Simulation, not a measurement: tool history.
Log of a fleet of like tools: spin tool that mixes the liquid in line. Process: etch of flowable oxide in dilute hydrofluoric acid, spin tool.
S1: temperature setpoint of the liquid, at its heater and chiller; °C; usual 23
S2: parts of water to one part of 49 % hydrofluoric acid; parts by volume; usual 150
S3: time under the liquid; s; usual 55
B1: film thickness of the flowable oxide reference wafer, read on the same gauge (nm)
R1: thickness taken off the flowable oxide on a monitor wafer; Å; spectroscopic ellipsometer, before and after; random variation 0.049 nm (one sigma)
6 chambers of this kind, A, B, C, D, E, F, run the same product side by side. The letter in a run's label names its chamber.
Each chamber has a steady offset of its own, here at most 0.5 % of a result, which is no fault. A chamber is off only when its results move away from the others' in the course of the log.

run   hour  S1   S2  S3      B1      R1
 1B   10.9  23  150  55  40.001   92.95
 2E   23.2  23  150  55  39.987  92.311
 3C   37.1  23  150  55  39.995  92.256
 4D   46.8  23  150  55  40.009  92.511
 5F     56  23  150  55  39.978  94.006
 6A   63.6  23  150  55  39.991  92.823
 7E   70.7  23  150  55  39.994  92.232
 8A   78.5  23  150  55  40.028  92.922
 9B   91.2  23  150  55  39.988  92.515
10D  105.5  23  150  20  40.019  33.489
11F  113.8  23  150  20  40.001  34.011
12C  124.3  23  150  20  40.012   33.66
     134.4  -- chamber D: hydrofluoric acid flow meter replaced
13E  137.5  23  150  20  40.026   33.69
14A  147.2  23  150  20  39.996  33.983
15D  160.6  23  150  20  40.021  33.738
16F  171.5  19  175  55  39.986  67.402
17B  182.5  19  175  55   39.99  66.348
18C  196.6  19  175  55   39.99   66.26
19D  208.9  19  175  55  40.031  65.997
20C    222  19  175  55  39.988  66.706
21F  235.5  19  175  55  39.984  66.889
22A  243.6  23  150  55  39.988  93.442
23E  256.3  23  150  40   40.01  68.329
24B  266.7  23  150  40  40.006  67.643
25A  280.6  23  150  40  40.016  67.858
26D    294  23  150  40  40.029  67.147
     297.9  -- chamber E: thermometer replaced
27F    308  23  150  40  40.002  68.551
28E  316.4  23  150  40  40.011  67.744
     320.3  -- chamber E: hydrofluoric acid flow meter replaced
29C  324.9  23  150  55  39.997  92.102
30B  331.6  23  150  55  39.992  93.548
31C  345.9  23  150  55  40.012  92.034
32D  360.2  23  150  55  39.995   92.53
33A  370.8  23  150  55  40.002  92.789
34B  379.1  23  150  55  40.001  92.346
35E  386.9  23  150  55      40   91.76
36F  398.1  23  150  55  39.996  93.521
37B  409.3  23  150  55  39.978  92.626
38C  418.4  23  150  55  40.022   92.42

Is one chamber off against the others, does the gauge drift, or is nothing wrong? If a chamber is off, say which, and what the likeliest cause is.

No chamber stands off beyond its own small offset, and the gauge holds steady.

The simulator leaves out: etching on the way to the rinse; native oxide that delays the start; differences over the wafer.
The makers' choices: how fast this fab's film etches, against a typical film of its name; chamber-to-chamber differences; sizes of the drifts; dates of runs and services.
